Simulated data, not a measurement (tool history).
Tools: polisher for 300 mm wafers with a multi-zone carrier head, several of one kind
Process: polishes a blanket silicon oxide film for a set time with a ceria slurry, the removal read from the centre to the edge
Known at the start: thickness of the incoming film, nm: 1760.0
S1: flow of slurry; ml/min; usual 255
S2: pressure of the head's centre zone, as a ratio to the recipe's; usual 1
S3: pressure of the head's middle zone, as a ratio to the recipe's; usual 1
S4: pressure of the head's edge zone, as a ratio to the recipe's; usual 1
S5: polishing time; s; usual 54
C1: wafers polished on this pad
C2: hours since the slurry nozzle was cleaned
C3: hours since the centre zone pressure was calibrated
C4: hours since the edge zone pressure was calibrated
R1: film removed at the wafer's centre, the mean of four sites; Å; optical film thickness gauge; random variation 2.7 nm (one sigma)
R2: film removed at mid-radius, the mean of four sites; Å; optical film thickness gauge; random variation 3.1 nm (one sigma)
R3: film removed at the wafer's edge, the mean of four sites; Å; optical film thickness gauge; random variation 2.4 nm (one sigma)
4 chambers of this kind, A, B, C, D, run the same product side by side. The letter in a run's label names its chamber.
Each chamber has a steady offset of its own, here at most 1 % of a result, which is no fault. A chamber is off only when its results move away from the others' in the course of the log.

run   hour   S1  S2  S3    S4  S5    C1     C2      C3     C4      R1      R2      R3
 1C    2.3  255   1   1     1  54   434     44   676.4  351.6  2327.1  2335.2  2272.3
 2B    6.6  255   1   1     1  54   874  366.8   935.1   40.4  2276.1  2292.1  2270.4
 3D     10  255   1   1     1  54  1035   81.4   560.5    752  2228.9  2280.3    2273
 4A   13.2  255   1   1     1  54   702  216.1  1214.4   72.8  2299.7  2310.7  2307.2
 5B   17.2  255   1   1     1  54   977  377.4   945.7     51    2291  2266.4  2284.1
      18.7  -- chamber C: worn pad replaced by a new one
      21.9  -- chamber D: worn pad replaced by a new one
 6D     22  255   1   1     1  54     1   93.4   572.5    764  2308.4  2267.9    2288
 7A     27  255   1   1     1  54   836  229.9  1228.2   86.6  2274.4  2339.5  2316.8
 8C   29.5  255   1   1     1  54   105   71.2   703.6  378.8  2321.2  2357.8  2341.2
 9D   32.6  255   1   1     1  54   104    104   583.1  774.6  2253.5  2262.8  2280.8
10B   35.8  255   1   1     1  54  1158    396   964.3   69.6  2309.1  2293.2    2282
      38.4  -- chamber A: worn pad replaced by a new one
11C   39.6  255   1   1     1  54   204   81.3   713.7  388.9  2277.4  2281.3  2282.7
12A   42.7  255   1   1     1  54    42  245.6  1243.9  102.3  2298.5  2255.9  2291.1
      42.9  -- chamber B: worn pad replaced by a new one
      43.4  -- chamber D: centre zone pressure recalibrated
13D   44.8  255   1   1  0.92  54   223  116.2     1.5  786.8  2468.5  2260.4  2250.4
14B   48.2  255   1   1  0.92  54    52  408.4   976.7     82  2283.7  2293.8  2185.1
15A   52.2  255   1   1  0.92  54   134  255.1  1253.4  111.8  2288.9  2268.9  2206.5
      55.2  -- chamber A: centre zone pressure recalibrated
16C   55.7  255   1   1  0.92  54   360   97.4   729.8    405    2340  2307.6  2186.3
17B   60.4  255   1   1     1  54   170  420.6   988.9   94.2  2261.4  2319.6  2238.7
      61.3  -- chamber D: edge zone pressure recalibrated
18C   65.1  255   1   1     1  54   452  106.8   739.2  414.4  2335.1  2269.8  2322.9
19D   67.9  255   1   1     1  54   448  139.3    24.6    6.6  2413.3  2305.3  2300.5
20A   71.5  255   1   1     1  54   322  274.4    16.3  131.1  2256.5  2362.8  2290.6
21D   74.9  255   1   1     1  54   516  146.3    31.6   13.6  2419.7  2274.5    2265
      76.7  -- chamber C: worn pad replaced by a new one
22A   77.6  255   1   1     1  54   381  280.5    22.4  137.2  2277.5  2317.3  2275.3
23B   80.5  255   1   1     1  54   366  440.7    1009  114.3  2284.8  2270.5  2249.5
24C   84.2  255   1   1     1  67    73  125.9   758.3  433.5  2845.4  2834.8    2834
25B   88.4  255   1   1     1  67   443  448.6  1016.9  122.2  2788.4    2854  2807.6
26C   92.2  255   1   1     1  67   151  133.9   766.3  441.5  2875.4  2816.2    2812
27A   96.6  255   1   1     1  67   566  299.5    41.4  156.2  2876.3    2805  2853.1
      97.2  -- chamber A: slurry nozzle cleaned
28D   99.9  255   1   1     1  54   759  171.3    56.6   38.6  2429.8  2249.7  2306.4
29B  104.2  255   1   1     1  54   596  464.4  1032.7    138  2270.5    2338  2317.8
30C    108  255   1   1     1  54   305  149.7   782.1  457.3  2273.9  2274.4  2347.9
31D  112.1  255   1   1     1  54   878  183.5    68.8   50.8  2457.2  2298.5  2291.9
32A  116.3  255   1   1     1  54   758   19.2    61.1  175.9  2308.1  2256.7  2258.8
33A    119  255   1   1     1  54   784   21.9    63.8  178.6  2282.8  2265.5  2284.9
34C  123.1  255   1   1     1  54   452  164.8   797.2  472.4  2286.4  2299.8  2292.2
35B  127.2  255   1   1     1  54   820  487.4  1055.7    161  2326.6  2298.4  2273.2
36D  129.9  255   1   1     1  54  1051  201.3    86.6   68.6  2452.3  2318.9  2262.3
37B  133.1  255   1   1     1  54   878  493.3  1061.6  166.9  2270.8  2271.7  2284.1
38A  137.2  255   1   1     1  54   961   40.1      82  196.8  2333.2  2288.4  2279.3

What goes on in this fleet: one chamber off, a drifting gauge, or nothing beyond the chambers' own small offsets? Name the chamber and the cause, if any.

A service left chamber D off against the others.
Cause: centre zone's pressure above its setpoint, % = 6.38.

Here are 4 candidates for chamber D's next run, each the usual settings with a change, their results left as question marks. Which one brings its results back in line with what the others give on the usual settings?
In line means no further than this from the other chambers' mean on the usual settings: R1 95 Å; R2 110 Å; R3 85 Å
39D-1  140.7  260   1.1  0.96  0.98  55                   ?   ?   ?
39D-2  140.7  260  1.04  0.98  0.99  54                   ?   ?   ?
39D-3  140.7  250   0.9  1.04  1.02  53                   ?   ?   ?
39D-4  140.7  250  0.96  1.02  1.01  54                   ?   ?   ?

The other chambers' mean on the usual settings: R1 2300.2 Å; R2 2293.9 Å; R3 2286.2 Å
  run      R1      R2      R3
39D-1  2753.2  2251.6  2321.1
39D-2  2545.4  2252.9  2290.2
39D-3  2126.3  2324.9  2273.2
39D-4  2323.6  2326.6  2304.9
39D-4 brings the chamber back in line.
